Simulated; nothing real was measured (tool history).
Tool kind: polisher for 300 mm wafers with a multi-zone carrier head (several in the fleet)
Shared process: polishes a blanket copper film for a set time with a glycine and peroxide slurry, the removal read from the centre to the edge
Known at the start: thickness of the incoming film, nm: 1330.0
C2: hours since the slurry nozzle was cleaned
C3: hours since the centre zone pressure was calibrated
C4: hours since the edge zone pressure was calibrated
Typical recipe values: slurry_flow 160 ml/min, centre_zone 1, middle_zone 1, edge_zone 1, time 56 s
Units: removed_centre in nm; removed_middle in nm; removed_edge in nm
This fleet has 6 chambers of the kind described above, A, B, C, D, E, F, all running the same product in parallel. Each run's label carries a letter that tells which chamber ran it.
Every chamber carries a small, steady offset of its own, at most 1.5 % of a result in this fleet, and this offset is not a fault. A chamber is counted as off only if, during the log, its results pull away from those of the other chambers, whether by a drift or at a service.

{"run": "1B", "hour": 4.3, "slurry_flow": 160, "centre_zone": 1, "middle_zone": 1, "edge_zone": 1, "time": 56, "wafers polished on this pad": 232, "C2": 210.6, "C3": 433.1, "C4": 346.1, "removed_centre": 488.91, "removed_middle": 473.37, "removed_edge": 477.09}
{"hour": 6.7, "done": "chamber C: centre zone pressure recalibrated"}
{"run": "2E", "hour": 7.6, "slurry_flow": 160, "centre_zone": 1, "middle_zone": 1, "edge_zone": 1, "time": 56, "wafers polished on this pad": 330, "C2": 268.5, "C3": 770.3, "C4": 768.5, "removed_centre": 466.15, "removed_middle": 476.04, "removed_edge": 469.7}
{"run": "3D", "hour": 9.9, "slurry_flow": 160, "centre_zone": 1, "middle_zone": 1, "edge_zone": 1, "time": 56, "wafers polished on this pad": 875, "C2": 392.2, "C3": 71.6, "C4": 514, "removed_centre": 473.73, "removed_middle": 477.19, "removed_edge": 472.5}
{"hour": 11.0, "done": "chamber C: slurry nozzle cleaned"}
{"run": "4F", "hour": 14.2, "slurry_flow": 160, "centre_zone": 1, "middle_zone": 1, "edge_zone": 1, "time": 56, "wafers polished on this pad": 344, "C2": 114.4, "C3": 77.6, "C4": 18.2, "removed_centre": 466.6, "removed_middle": 480.65, "removed_edge": 473.54}
{"run": "5A", "hour": 18.8, "slurry_flow": 160, "centre_zone": 1.12, "middle_zone": 1, "edge_zone": 1.12, "time": 56, "wafers polished on this pad": 1104, "C2": 329.8, "C3": 558.4, "C4": 289.3, "removed_centre": 541.78, "removed_middle": 470.9, "removed_edge": 499.32}
{"run": "6C", "hour": 21.0, "slurry_flow": 160, "centre_zone": 1.12, "middle_zone": 1, "edge_zone": 1.12, "time": 56, "wafers polished on this pad": 338, "C2": 10, "C3": 14.3, "C4": 801.6, "removed_centre": 546.68, "removed_middle": 457.28, "removed_edge": 494.26}
{"hour": 21.3, "done": "chamber A: worn pad replaced by a new one"}
{"hour": 22.2, "done": "chamber B: worn pad replaced by a new one"}
{"run": "7D", "hour": 23.8, "slurry_flow": 160, "centre_zone": 1.12, "middle_zone": 1, "edge_zone": 1.12, "time": 56, "wafers polished on this pad": 1052, "C2": 406.1, "C3": 85.5, "C4": 527.9, "removed_centre": 531.79, "removed_middle": 467.11, "removed_edge": 497.04}
{"run": "8C", "hour": 27.6, "slurry_flow": 160, "centre_zone": 1.12, "middle_zone": 1, "edge_zone": 1.12, "time": 56, "wafers polished on this pad": 423, "C2": 16.6, "C3": 20.9, "C4": 808.2, "removed_centre": 537.32, "removed_middle": 468.24, "removed_edge": 502.09}
{"hour": 28.7, "done": "chamber E: slurry nozzle cleaned"}
{"run": "9F", "hour": 32.5, "slurry_flow": 160, "centre_zone": 1.12, "middle_zone": 1, "edge_zone": 1.12, "time": 56, "wafers polished on this pad": 577, "C2": 132.7, "C3": 95.9, "C4": 36.5, "removed_centre": 533.23, "removed_middle": 470.11, "removed_edge": 500.72}
{"run": "10A", "hour": 34.7, "slurry_flow": 160, "centre_zone": 1.12, "middle_zone": 1, "edge_zone": 1.12, "time": 56, "wafers polished on this pad": 171, "C2": 345.7, "C3": 574.3, "C4": 305.2, "removed_centre": 534.33, "removed_middle": 465.7, "removed_edge": 500.31}
{"hour": 35.2, "done": "chamber F: worn pad replaced by a new one"}
{"run": "11E", "hour": 38.6, "slurry_flow": 160, "centre_zone": 1, "middle_zone": 1, "edge_zone": 1, "time": 56, "wafers polished on this pad": 724, "C2": 10, "C3": 801.3, "C4": 799.5, "removed_centre": 464.43, "removed_middle": 468.8, "removed_edge": 470.03}
{"hour": 39.6, "done": "chamber E: edge zone pressure recalibrated"}
{"hour": 41.2, "done": "chamber E: worn pad replaced by a new one"}
{"run": "12B", "hour": 42.6, "slurry_flow": 160, "centre_zone": 1, "middle_zone": 1, "edge_zone": 1, "time": 56, "wafers polished on this pad": 260, "C2": 248.9, "C3": 471.4, "C4": 384.4, "removed_centre": 473.64, "removed_middle": 476.88, "removed_edge": 477.97}
{"run": "13F", "hour": 46.0, "slurry_flow": 160, "centre_zone": 1, "middle_zone": 1, "edge_zone": 1, "time": 56, "wafers polished on this pad": 138, "C2": 146.2, "C3": 109.4, "C4": 50, "removed_centre": 464.94, "removed_middle": 474.29, "removed_edge": 472.14}
{"run": "14B", "hour": 49.9, "slurry_flow": 160, "centre_zone": 1, "middle_zone": 1, "edge_zone": 1, "time": 56, "wafers polished on this pad": 353, "C2": 256.2, "C3": 478.7, "C4": 391.7, "removed_centre": 468.62, "removed_middle": 475.53, "removed_edge": 476.12}
{"hour": 53.4, "done": "chamber D: worn pad replaced by a new one"}
{"run": "15A", "hour": 53.4, "slurry_flow": 160, "centre_zone": 1, "middle_zone": 1, "edge_zone": 1, "time": 56, "wafers polished on this pad": 409, "C2": 364.4, "C3": 593, "C4": 323.9, "removed_centre": 474.96, "removed_middle": 472.18, "removed_edge": 475.2}
{"run": "16C", "hour": 58.2, "slurry_flow": 160, "centre_zone": 1, "middle_zone": 1, "edge_zone": 1, "time": 56, "wafers polished on this pad": 812, "C2": 47.2, "C3": 51.5, "C4": 838.8, "removed_centre": 483.71, "removed_middle": 473.15, "removed_edge": 466.87}
{"hour": 59.8, "done": "chamber B: worn pad replaced by a new one"}
{"run": "17E", "hour": 63.1, "slurry_flow": 160, "centre_zone": 1, "middle_zone": 1, "edge_zone": 1, "time": 56, "wafers polished on this pad": 278, "C2": 34.5, "C3": 825.8, "C4": 23.5, "removed_centre": 462.81, "removed_middle": 470.07, "removed_edge": 472.07}
{"run": "18D", "hour": 65.4, "slurry_flow": 160, "centre_zone": 1, "middle_zone": 1, "edge_zone": 1, "time": 56, "wafers polished on this pad": 153, "C2": 447.7, "C3": 127.1, "C4": 569.5, "removed_centre": 480.26, "removed_middle": 467.21, "removed_edge": 474.76}
{"run": "19F", "hour": 67.7, "slurry_flow": 160, "centre_zone": 1, "middle_zone": 1, "edge_zone": 1, "time": 56, "wafers polished on this pad": 414, "C2": 167.9, "C3": 131.1, "C4": 71.7, "removed_centre": 458.97, "removed_middle": 459.1, "removed_edge": 462.39}
{"run": "20B", "hour": 71.9, "slurry_flow": 160, "centre_zone": 1, "middle_zone": 1, "edge_zone": 1, "time": 56, "wafers polished on this pad": 155, "C2": 278.2, "C3": 500.7, "C4": 413.7, "removed_centre": 476.3, "removed_middle": 477.31, "removed_edge": 480.1}
{"run": "21E", "hour": 74.8, "slurry_flow": 160, "centre_zone": 1, "middle_zone": 1, "edge_zone": 1, "time": 56, "wafers polished on this pad": 427, "C2": 46.2, "C3": 837.5, "C4": 35.2, "removed_centre": 463.23, "removed_middle": 469.82, "removed_edge": 470.66}
{"run": "22D", "hour": 78.1, "slurry_flow": 160, "centre_zone": 1, "middle_zone": 1, "edge_zone": 1, "time": 56, "wafers polished on this pad": 314, "C2": 460.4, "C3": 139.8, "C4": 582.2, "removed_centre": 474.03, "removed_middle": 470.71, "removed_edge": 468.64}
{"hour": 82.7, "done": "chamber F: worn pad replaced by a new one"}
{"run": "23A", "hour": 82.8, "slurry_flow": 160, "centre_zone": 1, "middle_zone": 1.08, "edge_zone": 1, "time": 56, "wafers polished on this pad": 783, "C2": 393.8, "C3": 622.4, "C4": 353.3, "removed_centre": 469.25, "removed_middle": 513.52, "removed_edge": 474.29}
{"run": "24C", "hour": 85.3, "slurry_flow": 160, "centre_zone": 1, "middle_zone": 1.08, "edge_zone": 1, "time": 56, "wafers polished on this pad": 1157, "C2": 74.3, "C3": 78.6, "C4": 865.9, "removed_centre": 467.19, "removed_middle": 510.08, "removed_edge": 467.95}
{"hour": 86.7, "done": "chamber C: worn pad replaced by a new one"}
{"run": "25F", "hour": 88.0, "slurry_flow": 160, "centre_zone": 1, "middle_zone": 1.08, "edge_zone": 1, "time": 56, "wafers polished on this pad": 68, "C2": 188.2, "C3": 151.4, "C4": 92, "removed_centre": 449.08, "removed_middle": 489.36, "removed_edge": 458.88}
{"hour": 91.1, "done": "chamber A: worn pad replaced by a new one"}
{"run": "26B", "hour": 91.7, "slurry_flow": 160, "centre_zone": 1, "middle_zone": 1.08, "edge_zone": 1, "time": 56, "wafers polished on this pad": 407, "C2": 298, "C3": 520.5, "C4": 433.5, "removed_centre": 475.38, "removed_middle": 506.32, "removed_edge": 472.65}
{"run": "27D", "hour": 94.8, "slurry_flow": 160, "centre_zone": 1, "middle_zone": 1.08, "edge_zone": 1, "time": 56, "wafers polished on this pad": 527, "C2": 477.1, "C3": 156.5, "C4": 598.9, "removed_centre": 469.6, "removed_middle": 504.93, "removed_edge": 467.33}
{"hour": 96.6, "done": "chamber E: worn pad replaced by a new one"}
{"run": "28A", "hour": 97.0, "slurry_flow": 160, "centre_zone": 1, "middle_zone": 1.08, "edge_zone": 1, "time": 56, "wafers polished on this pad": 76, "C2": 408, "C3": 636.6, "C4": 367.5, "removed_centre": 470.3, "removed_middle": 510.81, "removed_edge": 475.33}
{"run": "29E", "hour": 101.4, "slurry_flow": 160, "centre_zone": 1, "middle_zone": 1, "edge_zone": 1, "time": 56, "wafers polished on this pad": 61, "C2": 72.8, "C3": 864.1, "C4": 61.8, "removed_centre": 469.66, "removed_middle": 474.25, "removed_edge": 473.02}
{"hour": 104.1, "done": "chamber B: worn pad replaced by a new one"}
{"run": "30C", "hour": 104.9, "slurry_flow": 160, "centre_zone": 1, "middle_zone": 1, "edge_zone": 1, "time": 56, "wafers polished on this pad": 231, "C2": 93.9, "C3": 98.2, "C4": 885.5, "removed_centre": 483.17, "removed_middle": 473.9, "removed_edge": 474.66}
{"run": "31C", "hour": 108.0, "slurry_flow": 160, "centre_zone": 1, "middle_zone": 1, "edge_zone": 1, "time": 56, "wafers polished on this pad": 271, "C2": 97, "C3": 101.3, "C4": 888.6, "removed_centre": 486.36, "removed_middle": 467.08, "removed_edge": 474.09}
{"run": "32D", "hour": 110.9, "slurry_flow": 160, "centre_zone": 1, "middle_zone": 1, "edge_zone": 1, "time": 56, "wafers polished on this pad": 732, "C2": 493.2, "C3": 172.6, "C4": 615, "removed_centre": 474.06, "removed_middle": 460.47, "removed_edge": 468.31}
{"run": "33F", "hour": 113.9, "slurry_flow": 160, "centre_zone": 1, "middle_zone": 1, "edge_zone": 1, "time": 41, "wafers polished on this pad": 398, "C2": 214.1, "C3": 177.3, "C4": 117.9, "removed_centre": 324.57, "removed_middle": 330.41, "removed_edge": 334.79}
{"run": "34B", "hour": 116.8, "slurry_flow": 160, "centre_zone": 1, "middle_zone": 1, "edge_zone": 1, "time": 41, "wafers polished on this pad": 162, "C2": 323.1, "C3": 545.6, "C4": 458.6, "removed_centre": 348.28, "removed_middle": 346.02, "removed_edge": 348.4}
{"run": "35E", "hour": 121.7, "slurry_flow": 160, "centre_zone": 1, "middle_zone": 1, "edge_zone": 1, "time": 41, "wafers polished on this pad": 320, "C2": 93.1, "C3": 884.4, "C4": 82.1, "removed_centre": 335.56, "removed_middle": 346.87, "removed_edge": 347.11}
{"run": "36A", "hour": 125.8, "slurry_flow": 160, "centre_zone": 1, "middle_zone": 1, "edge_zone": 1, "time": 41, "wafers polished on this pad": 442, "C2": 436.8, "C3": 665.4, "C4": 396.3, "removed_centre": 347.84, "removed_middle": 343.36, "removed_edge": 344.06}
{"run": "37F", "hour": 129.6, "slurry_flow": 160, "centre_zone": 1, "middle_zone": 1, "edge_zone": 1, "time": 41, "wafers polished on this pad": 598, "C2": 229.8, "C3": 193, "C4": 133.6, "removed_centre": 321.61, "removed_middle": 326.5, "removed_edge": 324.74}
{"run": "38A", "hour": 133.9, "slurry_flow": 160, "centre_zone": 1, "middle_zone": 1, "edge_zone": 1, "time": 41, "wafers polished on this pad": 546, "C2": 444.9, "C3": 673.5, "C4": 404.4, "removed_centre": 345.67, "removed_middle": 354.52, "removed_edge": 348.29}
{"run": "39E", "hour": 137.5, "slurry_flow": 160, "centre_zone": 1, "middle_zone": 1, "edge_zone": 1, "time": 56, "wafers polished on this pad": 521, "C2": 108.9, "C3": 900.2, "C4": 97.9, "removed_centre": 466.01, "removed_middle": 470.58, "removed_edge": 474.47}
{"run": "40C", "hour": 142.2, "slurry_flow": 160, "centre_zone": 1, "middle_zone": 1, "edge_zone": 1, "time": 56, "wafers polished on this pad": 706, "C2": 131.2, "C3": 135.5, "C4": 922.8, "removed_centre": 476.68, "removed_middle": 460.27, "removed_edge": 469.43}

Next, every chamber runs the same settings. What will each give?
{"run": "41A", "hour": 145.7, "slurry_flow": 160, "centre_zone": 1.08, "middle_zone": 1, "edge_zone": 1, "time": 56, "removed_centre": "?", "removed_middle": "?", "removed_edge": "?"}
{"run": "41B", "hour": 145.7, "slurry_flow": 160, "centre_zone": 1.08, "middle_zone": 1, "edge_zone": 1, "time": 56, "removed_centre": "?", "removed_middle": "?", "removed_edge": "?"}
{"run": "41C", "hour": 145.7, "slurry_flow": 160, "centre_zone": 1.08, "middle_zone": 1, "edge_zone": 1, "time": 56, "removed_centre": "?", "removed_middle": "?", "removed_edge": "?"}
{"run": "41D", "hour": 145.7, "slurry_flow": 160, "centre_zone": 1.08, "middle_zone": 1, "edge_zone": 1, "time": 56, "removed_centre": "?", "removed_middle": "?", "removed_edge": "?"}
{"run": "41E", "hour": 145.7, "slurry_flow": 160, "centre_zone": 1.08, "middle_zone": 1, "edge_zone": 1, "time": 56, "removed_centre": "?", "removed_middle": "?", "removed_edge": "?"}
{"run": "41F", "hour": 145.7, "slurry_flow": 160, "centre_zone": 1.08, "middle_zone": 1, "edge_zone": 1, "time": 56, "removed_centre": "?", "removed_middle": "?", "removed_edge": "?"}

run=41A removed_centre=508.49 removed_middle=477.59 removed_edge=476.2
run=41B removed_centre=511.59 removed_middle=473.53 removed_edge=470.59
run=41C removed_centre=514.94 removed_middle=467.97 removed_edge=468.08
run=41D removed_centre=508.09 removed_middle=473.98 removed_edge=468.42
run=41E removed_centre=499.23 removed_middle=473.81 removed_edge=469.66
run=41F removed_centre=465.17 removed_middle=435.2 removed_edge=440.62
